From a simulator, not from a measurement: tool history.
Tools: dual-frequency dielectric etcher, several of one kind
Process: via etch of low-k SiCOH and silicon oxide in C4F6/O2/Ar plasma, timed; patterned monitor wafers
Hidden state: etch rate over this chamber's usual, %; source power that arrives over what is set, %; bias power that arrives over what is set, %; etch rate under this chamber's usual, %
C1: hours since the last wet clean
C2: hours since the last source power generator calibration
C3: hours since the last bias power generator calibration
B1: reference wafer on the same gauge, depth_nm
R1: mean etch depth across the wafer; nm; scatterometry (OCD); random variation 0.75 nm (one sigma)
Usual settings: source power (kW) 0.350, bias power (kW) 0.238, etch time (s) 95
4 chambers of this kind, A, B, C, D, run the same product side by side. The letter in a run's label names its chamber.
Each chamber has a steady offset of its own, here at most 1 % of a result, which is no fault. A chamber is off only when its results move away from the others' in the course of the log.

run 1A hour=10.1 | source_power_(kW)=0.350 bias_power_(kW)=0.238 etch_time_(s)=95 | C1=113.2 C2=1918.0 C3=2079.9 | B1=258.86 | R1=277.70
-- hour=11.0 chamber B: bias power generator calibrated
run 2D hour=17.7 | source_power_(kW)=0.350 bias_power_(kW)=0.238 etch_time_(s)=95 | C1=424.9 C2=1446.9 C3=1303.6 | B1=259.03 | R1=277.20
run 3B hour=26.9 | source_power_(kW)=0.350 bias_power_(kW)=0.238 etch_time_(s)=95 | C1=283.3 C2=367.4 C3=16.0 | B1=259.09 | R1=275.77
run 4C hour=34.2 | source_power_(kW)=0.350 bias_power_(kW)=0.238 etch_time_(s)=95 | C1=144.2 C2=506.2 C3=4420.7 | B1=259.09 | R1=279.53
run 5D hour=46.8 | source_power_(kW)=0.350 bias_power_(kW)=0.238 etch_time_(s)=95 | C1=454.0 C2=1476.0 C3=1332.7 | B1=259.09 | R1=276.86
run 6C hour=54.0 | source_power_(kW)=0.350 bias_power_(kW)=0.238 etch_time_(s)=95 | C1=164.0 C2=526.0 C3=4440.5 | B1=258.90 | R1=277.63
run 7A hour=62.9 | source_power_(kW)=0.350 bias_power_(kW)=0.238 etch_time_(s)=95 | C1=166.0 C2=1970.8 C3=2132.7 | B1=258.81 | R1=278.52
run 8B hour=72.1 | source_power_(kW)=0.350 bias_power_(kW)=0.238 etch_time_(s)=95 | C1=328.5 C2=412.6 C3=61.2 | B1=259.00 | R1=273.51
run 9D hour=80.7 | source_power_(kW)=0.350 bias_power_(kW)=0.238 etch_time_(s)=95 | C1=487.9 C2=1509.9 C3=1366.6 | B1=259.25 | R1=276.56
run 10B hour=88.9 | source_power_(kW)=0.350 bias_power_(kW)=0.238 etch_time_(s)=95 | C1=345.3 C2=429.4 C3=78.0 | B1=259.16 | R1=272.97
run 11C hour=96.9 | source_power_(kW)=0.300 bias_power_(kW)=0.282 etch_time_(s)=95 | C1=206.9 C2=568.9 C3=4483.4 | B1=259.03 | R1=278.59
run 12A hour=107.6 | source_power_(kW)=0.300 bias_power_(kW)=0.282 etch_time_(s)=95 | C1=210.7 C2=2015.5 C3=2177.4 | B1=259.03 | R1=277.66
run 13B hour=114.0 | source_power_(kW)=0.300 bias_power_(kW)=0.282 etch_time_(s)=95 | C1=370.4 C2=454.5 C3=103.1 | B1=258.96 | R1=273.30
run 14A hour=123.0 | source_power_(kW)=0.300 bias_power_(kW)=0.282 etch_time_(s)=95 | C1=226.1 C2=2030.9 C3=2192.8 | B1=258.95 | R1=278.10
run 15D hour=133.5 | source_power_(kW)=0.350 bias_power_(kW)=0.238 etch_time_(s)=95 | C1=540.7 C2=1562.7 C3=1419.4 | B1=258.82 | R1=275.46
run 16C hour=143.9 | source_power_(kW)=0.350 bias_power_(kW)=0.238 etch_time_(s)=95 | C1=253.9 C2=615.9 C3=4530.4 | B1=259.22 | R1=278.49
run 17B hour=153.7 | source_power_(kW)=0.270 bias_power_(kW)=0.238 etch_time_(s)=121 | C1=410.1 C2=494.2 C3=142.8 | B1=258.99 | R1=312.06
run 18A hour=161.7 | source_power_(kW)=0.270 bias_power_(kW)=0.238 etch_time_(s)=121 | C1=264.8 C2=2069.6 C3=2231.5 | B1=258.97 | R1=321.72
run 19C hour=169.0 | source_power_(kW)=0.270 bias_power_(kW)=0.238 etch_time_(s)=121 | C1=279.0 C2=641.0 C3=4555.5 | B1=259.02 | R1=320.12
run 20D hour=181.0 | source_power_(kW)=0.270 bias_power_(kW)=0.238 etch_time_(s)=121 | C1=588.2 C2=1610.2 C3=1466.9 | B1=258.95 | R1=318.29
run 21C hour=192.2 | source_power_(kW)=0.350 bias_power_(kW)=0.238 etch_time_(s)=95 | C1=302.2 C2=664.2 C3=4578.7 | B1=258.91 | R1=277.79
run 22D hour=200.7 | source_power_(kW)=0.320 bias_power_(kW)=0.190 etch_time_(s)=95 | C1=607.9 C2=1629.9 C3=1486.6 | B1=259.06 | R1=248.10
run 23A hour=208.6 | source_power_(kW)=0.320 bias_power_(kW)=0.190 etch_time_(s)=95 | C1=311.7 C2=2116.5 C3=2278.4 | B1=258.87 | R1=250.68
run 24B hour=217.3 | source_power_(kW)=0.320 bias_power_(kW)=0.190 etch_time_(s)=95 | C1=473.7 C2=557.8 C3=206.4 | B1=258.89 | R1=241.01
run 25C hour=229.9 | source_power_(kW)=0.320 bias_power_(kW)=0.190 etch_time_(s)=95 | C1=339.9 C2=701.9 C3=4616.4 | B1=259.02 | R1=249.31
run 26D hour=240.1 | source_power_(kW)=0.350 bias_power_(kW)=0.238 etch_time_(s)=95 | C1=647.3 C2=1669.3 C3=1526.0 | B1=259.06 | R1=276.03
run 27B hour=247.0 | source_power_(kW)=0.350 bias_power_(kW)=0.238 etch_time_(s)=95 | C1=503.4 C2=587.5 C3=236.1 | B1=259.15 | R1=270.48
run 28A hour=259.1 | source_power_(kW)=0.350 bias_power_(kW)=0.238 etch_time_(s)=95 | C1=362.2 C2=2167.0 C3=2328.9 | B1=259.07 | R1=277.29
-- hour=260.6 chamber C: wet clean of the chamber
run 29D hour=270.1 | source_power_(kW)=0.350 bias_power_(kW)=0.238 etch_time_(s)=95 | C1=677.3 C2=1699.3 C3=1556.0 | B1=258.96 | R1=276.89
run 30C hour=277.2 | source_power_(kW)=0.350 bias_power_(kW)=0.238 etch_time_(s)=95 | C1=16.6 C2=749.2 C3=4663.7 | B1=259.01 | R1=278.28
run 31B hour=283.2 | source_power_(kW)=0.380 bias_power_(kW)=0.238 etch_time_(s)=114 | C1=539.6 C2=623.7 C3=272.3 | B1=259.15 | R1=333.68
run 32A hour=291.1 | source_power_(kW)=0.380 bias_power_(kW)=0.238 etch_time_(s)=114 | C1=394.2 C2=2199.0 C3=2360.9 | B1=258.97 | R1=344.23
run 33D hour=296.9 | source_power_(kW)=0.380 bias_power_(kW)=0.238 etch_time_(s)=114 | C1=704.1 C2=1726.1 C3=1582.8 | B1=258.92 | R1=343.23
run 34C hour=304.6 | source_power_(kW)=0.380 bias_power_(kW)=0.238 etch_time_(s)=114 | C1=44.0 C2=776.6 C3=4691.1 | B1=259.00 | R1=343.85
run 35B hour=317.2 | source_power_(kW)=0.350 bias_power_(kW)=0.238 etch_time_(s)=95 | C1=573.6 C2=657.7 C3=306.3 | B1=259.14 | R1=266.02
run 36A hour=329.7 | source_power_(kW)=0.350 bias_power_(kW)=0.272 etch_time_(s)=70 | C1=432.8 C2=2237.6 C3=2399.5 | B1=258.91 | R1=214.46

All 4 chambers run these settings next. Forecast each chamber's results:
run 37A hour=339.3 | source_power_(kW)=0.350 bias_power_(kW)=0.238 etch_time_(s)=95 | R1=?
run 37B hour=339.3 | source_power_(kW)=0.350 bias_power_(kW)=0.238 etch_time_(s)=95 | R1=?
run 37C hour=339.3 | source_power_(kW)=0.350 bias_power_(kW)=0.238 etch_time_(s)=95 | R1=?
run 37D hour=339.3 | source_power_(kW)=0.350 bias_power_(kW)=0.238 etch_time_(s)=95 | R1=?

run=37A R1=276.33
run=37B R1=265.42
run=37C R1=276.66
run=37D R1=276.16
